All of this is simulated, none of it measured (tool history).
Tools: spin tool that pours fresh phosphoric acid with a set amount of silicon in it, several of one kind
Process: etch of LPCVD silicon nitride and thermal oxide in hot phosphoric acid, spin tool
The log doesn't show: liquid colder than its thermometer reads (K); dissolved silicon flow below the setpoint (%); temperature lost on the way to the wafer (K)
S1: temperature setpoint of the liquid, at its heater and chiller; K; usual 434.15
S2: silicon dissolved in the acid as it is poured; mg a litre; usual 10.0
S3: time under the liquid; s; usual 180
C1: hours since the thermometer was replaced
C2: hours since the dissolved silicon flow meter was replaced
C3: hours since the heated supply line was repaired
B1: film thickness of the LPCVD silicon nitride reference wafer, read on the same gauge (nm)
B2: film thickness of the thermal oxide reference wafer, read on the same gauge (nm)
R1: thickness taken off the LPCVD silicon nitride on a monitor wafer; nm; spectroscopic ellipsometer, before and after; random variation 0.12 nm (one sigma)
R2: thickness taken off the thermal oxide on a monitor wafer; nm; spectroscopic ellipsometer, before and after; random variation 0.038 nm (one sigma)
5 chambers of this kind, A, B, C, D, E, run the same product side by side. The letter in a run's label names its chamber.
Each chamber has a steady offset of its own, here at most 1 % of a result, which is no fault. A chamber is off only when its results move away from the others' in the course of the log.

At hour 6.1: chamber E: thermometer replaced.
Run 1E, hour 7.2: usual settings; C1 1.2; C2 267.2; C3 75.2; B1 129.99; B2 50.046. Result: R1 16.088 nm, R2 0.37926 nm.
Run 2A, hour 14.9: usual settings; C1 1662.4; C2 1227.6; C3 871.1; B1 130.07; B2 50.032. Result: R1 16.147 nm, R2 0.48838 nm.
Run 3B, hour 24.2: usual settings; C1 1255.6; C2 1201.5; C3 104.2; B1 129.99; B2 50.002. Result: R1 16.009 nm, R2 0.45003 nm.
Run 4D, hour 32.0: usual settings; C1 2040.2; C2 412.3; C3 738.5; B1 130.06; B2 50.029. Result: R1 16.139 nm, R2 0.46185 nm.
Run 5C, hour 41.6: usual settings; C1 968.9; C2 98.8; C3 470.9; B1 130.01; B2 50.073. Result: R1 15.723 nm, R2 0.35448 nm.
Run 6E, hour 56.2: usual settings; C1 50.2; C2 316.2; C3 124.2; B1 129.97; B2 50.006. Result: R1 15.895 nm, R2 0.43671 nm.
At hour 69.0: chamber D: thermometer replaced.
Run 7A, hour 70.6: usual settings; C1 1718.1; C2 1283.3; C3 926.8; B1 130.01; B2 50.023. Result: R1 16.055 nm, R2 0.45735 nm.
Run 8D, hour 81.2: usual settings but S1 431.65 K, S2 5.0 mg a litre; C1 12.2; C2 461.5; C3 787.7; B1 129.98; B2 50.068. Result: R1 14.548 nm, R2 0.39860 nm.
Run 9B, hour 95.6: usual settings but S1 431.65 K, S2 5.0 mg a litre; C1 1327.0; C2 1272.9; C3 175.6; B1 129.99; B2 49.979. Result: R1 14.543 nm, R2 0.32197 nm.
Run 10C, hour 110.1: usual settings but S1 431.65 K, S2 5.0 mg a litre; C1 1037.4; C2 167.3; C3 539.4; B1 130.00; B2 49.985. Result: R1 14.604 nm, R2 0.37247 nm.
Run 11B, hour 117.2: usual settings but S1 431.65 K, S2 5.0 mg a litre; C1 1348.6; C2 1294.5; C3 197.2; B1 130.00; B2 50.005. Result: R1 14.417 nm, R2 0.37970 nm.
Run 12C, hour 131.0: usual settings but S1 431.65 K, S2 5.0 mg a litre; C1 1058.3; C2 188.2; C3 560.3; B1 130.01; B2 50.018. Result: R1 14.600 nm, R2 0.43041 nm.
Run 13E, hour 145.1: usual settings; C1 139.1; C2 405.1; C3 213.1; B1 129.98; B2 50.005. Result: R1 16.315 nm, R2 0.41582 nm.
Run 14D, hour 152.2: usual settings but S1 431.65 K, S3 130 s; C1 83.2; C2 532.5; C3 858.7; B1 130.00; B2 50.039. Result: R1 10.652 nm, R2 0.25226 nm.
Run 15A, hour 166.0: usual settings but S1 431.65 K, S3 130 s; C1 1813.5; C2 1378.7; C3 1022.2; B1 130.01; B2 49.970. Result: R1 10.684 nm, R2 0.27894 nm.
Run 16E, hour 179.8: usual settings but S1 431.65 K, S3 130 s; C1 173.8; C2 439.8; C3 247.8; B1 129.99; B2 50.017. Result: R1 10.626 nm, R2 0.24841 nm.
Run 17D, hour 190.7: usual settings but S1 431.65 K, S3 130 s; C1 121.7; C2 571.0; C3 897.2; B1 129.99; B2 50.039. Result: R1 10.443 nm, R2 0.26083 nm.
Run 18B, hour 204.7: usual settings but S1 431.65 K, S3 130 s; C1 1436.1; C2 1382.0; C3 284.7; B1 130.06; B2 49.971. Result: R1 10.510 nm, R2 0.27591 nm.
Run 19C, hour 215.0: usual settings; C1 1142.3; C2 272.2; C3 644.3; B1 130.00; B2 50.003. Result: R1 15.927 nm, R2 0.49501 nm.
Run 20A, hour 222.1: usual settings; C1 1869.6; C2 1434.8; C3 1078.3; B1 130.01; B2 49.974. Result: R1 16.132 nm, R2 0.46227 nm.
Run 21A, hour 236.8: usual settings but S1 435.65 K, S3 135 s; C1 1884.3; C2 1449.5; C3 1093.0; B1 130.01; B2 49.968. Result: R1 12.479 nm, R2 0.41540 nm.
Run 22C, hour 247.8: usual settings but S1 435.65 K, S3 135 s; C1 1175.1; C2 305.0; C3 677.1; B1 129.95; B2 50.043. Result: R1 12.465 nm, R2 0.34193 nm.
Run 23D, hour 254.4: usual settings but S1 435.65 K, S3 135 s; C1 185.4; C2 634.7; C3 960.9; B1 130.01; B2 50.017. Result: R1 11.989 nm, R2 0.26312 nm.
Run 24E, hour 266.8: usual settings but S1 435.65 K, S3 135 s; C1 260.8; C2 526.8; C3 334.8; B1 129.99; B2 49.960. Result: R1 12.630 nm, R2 0.42176 nm.
Run 25B, hour 277.6: usual settings but S1 435.65 K, S3 135 s; C1 1509.0; C2 1454.9; C3 357.6; B1 130.01; B2 50.024. Result: R1 12.367 nm, R2 0.38798 nm.
Run 26A, hour 290.4: usual settings; C1 1937.9; C2 1503.1; C3 1146.6; B1 130.00; B2 50.060. Result: R1 15.829 nm, R2 0.41965 nm.
At hour 294.0: chamber B: dissolved silicon flow meter replaced.
Run 27C, hour 296.7: usual settings; C1 1224.0; C2 353.9; C3 726.0; B1 130.01; B2 50.009. Result: R1 15.962 nm, R2 0.42573 nm.
At hour 305.3: chamber D: dissolved silicon flow meter replaced.
Run 28D, hour 308.6: usual settings; C1 239.6; C2 3.4; C3 1015.1; B1 129.99; B2 50.015. Result: R1 15.050 nm, R2 0.32308 nm.
Run 29E, hour 317.6: usual settings; C1 311.6; C2 577.6; C3 385.6; B1 129.99; B2 50.028. Result: R1 16.197 nm, R2 0.38144 nm.
Run 30B, hour 327.7: usual settings; C1 1559.1; C2 33.7; C3 407.7; B1 130.01; B2 50.041. Result: R1 15.827 nm, R2 0.36624 nm.
At hour 341.6: chamber C: thermometer replaced.
Run 31B, hour 342.3: usual settings; C1 1573.7; C2 48.3; C3 422.3; B1 130.00; B2 50.010. Result: R1 15.700 nm, R2 0.42878 nm.
Run 32D, hour 356.3: usual settings; C1 287.3; C2 51.1; C3 1062.8; B1 129.98; B2 50.018. Result: R1 14.910 nm, R2 0.36397 nm.
Run 33E, hour 365.7: usual settings; C1 359.7; C2 625.7; C3 433.7; B1 129.96; B2 49.983. Result: R1 16.139 nm, R2 0.38901 nm.
Run 34C, hour 374.5: usual settings; C1 33.0; C2 431.7; C3 803.8; B1 130.02; B2 49.971. Result: R1 15.809 nm, R2 0.39055 nm.
Run 35A, hour 384.1: usual settings; C1 2031.6; C2 1596.8; C3 1240.3; B1 130.03; B2 49.989. Result: R1 15.805 nm, R2 0.44456 nm.
Run 36A, hour 393.2: usual settings but S1 432.65 K, S2 5.5 mg a litre; C1 2040.7; C2 1605.9; C3 1249.4; B1 130.01; B2 49.945. Result: R1 15.349 nm, R2 0.39951 nm.

What goes on in this fleet: one chamber off, a drifting gauge, or nothing beyond the chambers' own small offsets? Name the chamber and the cause, if any.

Chamber D drifts away from the others.
Cause: temperature lost on the way to the wafer (K) = 2.01.
The log may not tell that from: liquid colder than its thermometer reads (K).

Here are 4 candidates for chamber D's next run, each the usual settings with a change, their results left as question marks. Which one brings its results back in line with what the others give on the usual settings?
In line means no further than this from the other chambers' mean on the usual settings: R1 0.420 nm; R2 0.13000 nm
Run 37D-1, hour 403.7: usual settings but S1 434.65 K, S2 8.0 mg a litre, S3 190 s. Result: R1 ?, R2 ?.
Run 37D-2, hour 403.7: usual settings but S1 433.65 K, S2 12.0 mg a litre, S3 170 s. Result: R1 ?, R2 ?.
Run 37D-3, hour 403.7: usual settings but S2 9.5 mg a litre, S3 185 s. Result: R1 ?, R2 ?.
Run 37D-4, hour 403.7: usual settings but S2 10.5 mg a litre, S3 175 s. Result: R1 ?, R2 ?.

The other chambers' mean on the usual settings: R1 15.963 nm; R2 0.42852 nm
  run      R1       R2
37D-1  16.005  0.40791
37D-2  13.845  0.30996
37D-3  15.324  0.37047
37D-4  14.495  0.34274
37D-1 brings the chamber back in line.
